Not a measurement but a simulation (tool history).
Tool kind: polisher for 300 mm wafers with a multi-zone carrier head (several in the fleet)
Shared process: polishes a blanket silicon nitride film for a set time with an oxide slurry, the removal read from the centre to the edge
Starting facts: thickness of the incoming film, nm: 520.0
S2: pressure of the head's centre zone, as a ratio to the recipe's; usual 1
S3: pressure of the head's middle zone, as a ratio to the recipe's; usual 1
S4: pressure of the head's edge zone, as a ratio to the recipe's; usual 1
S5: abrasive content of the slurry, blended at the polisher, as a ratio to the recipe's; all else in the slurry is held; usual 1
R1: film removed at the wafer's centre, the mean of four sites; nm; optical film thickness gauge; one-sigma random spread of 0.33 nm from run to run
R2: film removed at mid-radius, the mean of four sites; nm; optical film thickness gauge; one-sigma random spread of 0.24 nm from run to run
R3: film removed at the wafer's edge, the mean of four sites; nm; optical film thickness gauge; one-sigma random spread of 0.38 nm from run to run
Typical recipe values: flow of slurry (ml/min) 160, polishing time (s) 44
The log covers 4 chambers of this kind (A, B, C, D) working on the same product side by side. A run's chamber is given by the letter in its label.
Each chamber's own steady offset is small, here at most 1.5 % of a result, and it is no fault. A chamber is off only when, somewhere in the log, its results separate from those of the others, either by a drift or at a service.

-- day=0.183 chamber D: edge zone pressure recalibrated
run 1A day=0.279 | flow_of_slurry_(ml/min)=160 S2=1 S3=1 S4=1 S5=1 polishing_time_(s)=44 | R1=35.969 R2=35.931 R3=36.265
-- day=0.504 chamber B: worn pad replaced by a new one
run 2C day=0.575 | flow_of_slurry_(ml/min)=160 S2=1 S3=1 S4=1 S5=1 polishing_time_(s)=44 | R1=36.084 R2=36.121 R3=36.305
-- day=0.908 chamber C: edge zone pressure recalibrated
run 3D day=0.912 | flow_of_slurry_(ml/min)=160 S2=1 S3=1 S4=1 S5=1 polishing_time_(s)=44 | R1=35.658 R2=36.581 R3=36.343
-- day=0.938 chamber A: edge zone pressure recalibrated
run 4B day=1.1 | flow_of_slurry_(ml/min)=160 S2=1 S3=1 S4=1 S5=1 polishing_time_(s)=44 | R1=35.777 R2=36.235 R3=36.135
run 5B day=1.262 | flow_of_slurry_(ml/min)=160 S2=1 S3=1 S4=1 S5=1 polishing_time_(s)=44 | R1=36.198 R2=36.763 R3=35.566
run 6C day=1.55 | flow_of_slurry_(ml/min)=160 S2=1 S3=1 S4=1 S5=1 polishing_time_(s)=44 | R1=36.186 R2=36.353 R3=35.817
run 7A day=1.879 | flow_of_slurry_(ml/min)=160 S2=1 S3=1 S4=1 S5=1 polishing_time_(s)=49 | R1=40.549 R2=40.532 R3=39.976
run 8D day=2.162 | flow_of_slurry_(ml/min)=160 S2=1 S3=1 S4=1 S5=1 polishing_time_(s)=49 | R1=40.306 R2=40.474 R3=39.619
run 9C day=2.45 | flow_of_slurry_(ml/min)=160 S2=1 S3=1 S4=1 S5=1 polishing_time_(s)=49 | R1=39.996 R2=40.518 R3=40.077
run 10B day=2.662 | flow_of_slurry_(ml/min)=160 S2=1 S3=1 S4=1 S5=1 polishing_time_(s)=49 | R1=40.003 R2=40.072 R3=39.744
-- day=2.821 chamber A: worn pad replaced by a new one
run 11A day=2.821 | flow_of_slurry_(ml/min)=160 S2=1 S3=1 S4=1 S5=1 polishing_time_(s)=44 | R1=36.029 R2=36.053 R3=35.85
run 12D day=3.038 | flow_of_slurry_(ml/min)=160 S2=1 S3=1 S4=1 S5=1 polishing_time_(s)=44 | R1=35.631 R2=35.941 R3=36.382
run 13C day=3.379 | flow_of_slurry_(ml/min)=160 S2=1 S3=1 S4=1 S5=1 polishing_time_(s)=44 | R1=36.222 R2=36.011 R3=34.962
run 14A day=3.683 | flow_of_slurry_(ml/min)=160 S2=1 S3=1 S4=1 S5=1 polishing_time_(s)=44 | R1=36.554 R2=36.316 R3=36.145
-- day=3.692 chamber D: worn pad replaced by a new one
run 15B day=3.904 | flow_of_slurry_(ml/min)=160 S2=1 S3=1 S4=1 S5=1 polishing_time_(s)=44 | R1=36.264 R2=36.208 R3=36.289
run 16D day=4.142 | flow_of_slurry_(ml/min)=160 S2=1 S3=1 S4=1 S5=1 polishing_time_(s)=44 | R1=35.578 R2=36.008 R3=35.449
run 17D day=4.379 | flow_of_slurry_(ml/min)=160 S2=1 S3=1 S4=1 S5=1 polishing_time_(s)=44 | R1=35.945 R2=36.127 R3=36.229
run 18C day=4.646 | flow_of_slurry_(ml/min)=160 S2=1 S3=1 S4=1 S5=1 polishing_time_(s)=44 | R1=35.218 R2=35.644 R3=35.198
run 19A day=4.825 | flow_of_slurry_(ml/min)=160 S2=1.09 S3=1 S4=1 S5=1.1 polishing_time_(s)=44 | R1=41.256 R2=37.507 R3=36.906
-- day=4.908 chamber B: worn pad replaced by a new one
run 20B day=4.971 | flow_of_slurry_(ml/min)=160 S2=1.09 S3=1 S4=1 S5=1.1 polishing_time_(s)=44 | R1=41.537 R2=37.639 R3=37.666
run 21B day=5.175 | flow_of_slurry_(ml/min)=160 S2=1.09 S3=1 S4=1 S5=1.1 polishing_time_(s)=44 | R1=42.254 R2=37.858 R3=37.393
run 22D day=5.354 | flow_of_slurry_(ml/min)=160 S2=1.09 S3=1 S4=1 S5=1.1 polishing_time_(s)=44 | R1=40.942 R2=37.269 R3=37.014
-- day=5.596 chamber B: slurry nozzle cleaned
run 23C day=5.633 | flow_of_slurry_(ml/min)=160 S2=1 S3=1 S4=1 S5=1 polishing_time_(s)=44 | R1=34.76 R2=35.644 R3=34.512
run 24A day=5.783 | flow_of_slurry_(ml/min)=160 S2=1 S3=1 S4=1 S5=1 polishing_time_(s)=44 | R1=35.597 R2=36.265 R3=35.794
run 25A day=6.017 | flow_of_slurry_(ml/min)=160 S2=1 S3=1 S4=1 S5=1 polishing_time_(s)=44 | R1=36.212 R2=36.331 R3=35.803
run 26B day=6.267 | flow_of_slurry_(ml/min)=160 S2=1 S3=1 S4=1 S5=1 polishing_time_(s)=44 | R1=36.008 R2=35.695 R3=36.127
run 27C day=6.588 | flow_of_slurry_(ml/min)=160 S2=1 S3=1 S4=1 S5=1 polishing_time_(s)=44 | R1=34.975 R2=34.997 R3=34.086
run 28D day=6.858 | flow_of_slurry_(ml/min)=160 S2=1 S3=1 S4=1 S5=1 polishing_time_(s)=44 | R1=35.687 R2=36.261 R3=35.446
run 29B day=7.025 | flow_of_slurry_(ml/min)=160 S2=1 S3=1 S4=1 S5=1 polishing_time_(s)=44 | R1=36.028 R2=36.1 R3=35.77
run 30C day=7.242 | flow_of_slurry_(ml/min)=160 S2=1 S3=1 S4=1 S5=1 polishing_time_(s)=44 | R1=34.223 R2=35.008 R3=33.838
run 31D day=7.512 | flow_of_slurry_(ml/min)=160 S2=1 S3=1 S4=1 S5=1 polishing_time_(s)=44 | R1=35.638 R2=35.876 R3=35.75
run 32A day=7.796 | flow_of_slurry_(ml/min)=160 S2=1 S3=1 S4=1 S5=1 polishing_time_(s)=44 | R1=35.791 R2=36.169 R3=35.747
run 33C day=8.038 | flow_of_slurry_(ml/min)=160 S2=1 S3=1 S4=1 S5=1 polishing_time_(s)=44 | R1=34.156 R2=34.7 R3=33.687
run 34D day=8.258 | flow_of_slurry_(ml/min)=160 S2=1 S3=1 S4=1 S5=1 polishing_time_(s)=44 | R1=35.333 R2=35.64 R3=35.826
run 35A day=8.429 | flow_of_slurry_(ml/min)=160 S2=1 S3=1 S4=1 S5=1 polishing_time_(s)=44 | R1=36.242 R2=36.104 R3=35.934

Is one chamber off against the others, does the gauge drift, or is nothing wrong? If a chamber is off, say which, and what the likeliest cause is.

One chamber, C, drifts off from the rest bit by bit.
Most likely cause: removal rate lost through wear of the pad, % = 7.11.
It could be hard to tell apart here from: slurry flow missing at the pad, %.

Chamber C could run next with any of the 4 candidate recipes listed below; each alters the usual settings, and their results appear as question marks. Which one brings its results back in line with what the other chambers deliver on the usual settings?
In-line tolerance around the mean of the other chambers on the usual settings: R1 1.1 nm; R2 0.83 nm; R3 1.3 nm
run 36C-1 day=8.671 | flow_of_slurry_(ml/min)=160 S2=1 S3=1.01 S4=0.99 S5=1 polishing_time_(s)=41 | R1=? R2=? R3=?
run 36C-2 day=8.671 | flow_of_slurry_(ml/min)=160 S2=1 S3=1.01 S4=0.99 S5=0.95 polishing_time_(s)=40 | R1=? R2=? R3=?
run 36C-3 day=8.671 | flow_of_slurry_(ml/min)=160 S2=1 S3=0.99 S4=1.01 S5=1 polishing_time_(s)=47 | R1=? R2=? R3=?
run 36C-4 day=8.671 | flow_of_slurry_(ml/min)=160 S2=1 S3=0.99 S4=1.02 S5=1.05 polishing_time_(s)=49 | R1=? R2=? R3=?

Average result of the remaining chambers running the usual settings: R1 35.94 nm; R2 36.044 nm; R3 35.86 nm
run=36C-1 R1=30.971 R2=31.891 R3=30.928
run=36C-2 R1=29.503 R2=30.38 R3=29.462
run=36C-3 R1=35.498 R2=35.882 R3=35.835
run=36C-4 R1=37.834 R2=38.243 R3=38.391
36C-3 is the one that brings the chamber's results back in line with the other chambers.
